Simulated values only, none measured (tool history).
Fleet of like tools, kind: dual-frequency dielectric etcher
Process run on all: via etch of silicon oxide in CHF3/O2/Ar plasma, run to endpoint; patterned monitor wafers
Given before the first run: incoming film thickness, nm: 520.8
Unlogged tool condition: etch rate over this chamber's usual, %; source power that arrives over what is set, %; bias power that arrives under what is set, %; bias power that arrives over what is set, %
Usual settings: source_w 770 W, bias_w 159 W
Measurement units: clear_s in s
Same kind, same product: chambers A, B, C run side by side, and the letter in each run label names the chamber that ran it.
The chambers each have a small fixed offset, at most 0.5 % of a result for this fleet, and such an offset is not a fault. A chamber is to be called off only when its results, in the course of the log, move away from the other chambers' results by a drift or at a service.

| run | hour | source_w | bias_w | hours since the last wet clean | hours since the last source power generator calibration | hours since the last bias power generator calibration | clear_s |
|---|---|---|---|---|---|---|---|
| 1C | 15 | 770 | 159 | 51.3 | 3162.3 | 3362.3 | 250.31 |
| 2B | 30 | 770 | 159 | 175.2 | 1014.2 | 967.1 | 248.92 |
| 3A | 46.3 | 770 | 159 | 455.1 | 342.3 | 2191.9 | 250.65 |
| 4B | 59.9 | 770 | 159 | 205.1 | 1044.1 | 997 | 245.88 |
| 5C | 72.9 | 770 | 159 | 109.2 | 3220.2 | 3420.2 | 250.73 |
| 6A | 80.1 | 770 | 159 | 488.9 | 376.1 | 2225.7 | 250.54 |
| 7A | 94.5 | 770 | 159 | 503.3 | 390.5 | 2240.1 | 250.84 |
| 8C | 102 | 770 | 159 | 138.3 | 3249.3 | 3449.3 | 247.99 |
| 9B | 118 | 770 | 159 | 263.2 | 1102.2 | 1055.1 | 246.55 |
| 10A | 131.1 | 600 | 142 | 539.9 | 427.1 | 2276.7 | 285.85 |
| 11C | 144.7 | 600 | 142 | 181 | 3292 | 3492 | 283.54 |
| 12B | 160.1 | 600 | 142 | 305.3 | 1144.3 | 1097.2 | 288.05 |
| 13C | 172.7 | 770 | 159 | 209 | 3320 | 3520 | 250.49 |
| 14A | 181.7 | 770 | 159 | 590.5 | 477.7 | 2327.3 | 249.54 |
| 15B | 189 | 770 | 159 | 334.2 | 1173.2 | 1126.1 | 244.63 |
| 16B | 204.9 | 770 | 159 | 350.1 | 1189.1 | 1142 | 251.05 |
| 17A | 212.4 | 770 | 159 | 621.2 | 508.4 | 2358 | 251.04 |
| 18C | 225.1 | 770 | 159 | 261.4 | 3372.4 | 3572.4 | 247.24 |
| 19B | 240.1 | 770 | 159 | 385.3 | 1224.3 | 1177.2 | 249.03 |
|  | 253.3 | chamber A: wet clean of the chamber |
| 20C | 256.5 | 770 | 159 | 292.8 | 3403.8 | 3603.8 | 251.25 |
| 21A | 264.7 | 600 | 193 | 11.5 | 560.7 | 2410.3 | 262.56 |
| 22C | 280.3 | 600 | 193 | 316.6 | 3427.6 | 3627.6 | 260.76 |
| 23A | 288.9 | 600 | 193 | 35.7 | 584.9 | 2434.5 | 258.45 |
| 24B | 301.4 | 770 | 159 | 446.6 | 1285.6 | 1238.5 | 248.62 |
|  | 304.1 | chamber C: bias power generator calibrated |
| 25C | 310.3 | 770 | 159 | 346.6 | 3457.6 | 6.3 | 247.7 |
| 26B | 321.9 | 610 | 159 | 467.1 | 1306.1 | 1259 | 271.6 |
| 27A | 335.4 | 610 | 159 | 82.2 | 631.4 | 2481 | 275 |
| 28C | 351.4 | 610 | 159 | 387.7 | 3498.7 | 47.4 | 273.23 |
| 29B | 360.7 | 770 | 159 | 505.9 | 1344.9 | 1297.8 | 246.14 |
| 30A | 373.8 | 600 | 159 | 120.6 | 669.8 | 2519.4 | 270.02 |
| 31A | 389.6 | 600 | 159 | 136.4 | 685.6 | 2535.2 | 276.22 |
| 32C | 402.1 | 600 | 159 | 438.4 | 3549.4 | 98.1 | 276.5 |
| 33B | 412.8 | 770 | 190 | 558 | 1397 | 1349.9 | 233.04 |
| 34C | 423.3 | 770 | 190 | 459.6 | 3570.6 | 119.3 | 232.84 |
| 35A | 434.5 | 770 | 190 | 181.3 | 730.5 | 2580.1 | 236.29 |
| 36B | 450.4 | 770 | 159 | 595.6 | 1434.6 | 1387.5 | 247.38 |
| 37A | 462.8 | 770 | 159 | 209.6 | 758.8 | 2608.4 | 248.8 |
| 38B | 477.8 | 830 | 159 | 623 | 1462 | 1414.9 | 242.38 |
| 39C | 489.3 | 830 | 159 | 525.6 | 3636.6 | 185.3 | 240.28 |
| 40B | 497.5 | 830 | 159 | 642.7 | 1481.7 | 1434.6 | 239.61 |
| 41A | 506.7 | 770 | 159 | 253.5 | 802.7 | 2652.3 | 251.18 |
| 42C | 514.6 | 770 | 159 | 550.9 | 3661.9 | 210.6 | 248.98 |

Next, all 3 chambers run the settings below, one line each with question marks for the results. What does each chamber give?
| 43A | 526.5 | 770 | 159 |  |  |  | ? |
| 43B | 526.5 | 770 | 159 |  |  |  | ? |
| 43C | 526.5 | 770 | 159 |  |  |  | ? |

| run | clear_s |
|---|---|
| 43A | 250.84 |
| 43B | 250.22 |
| 43C | 249.64 |
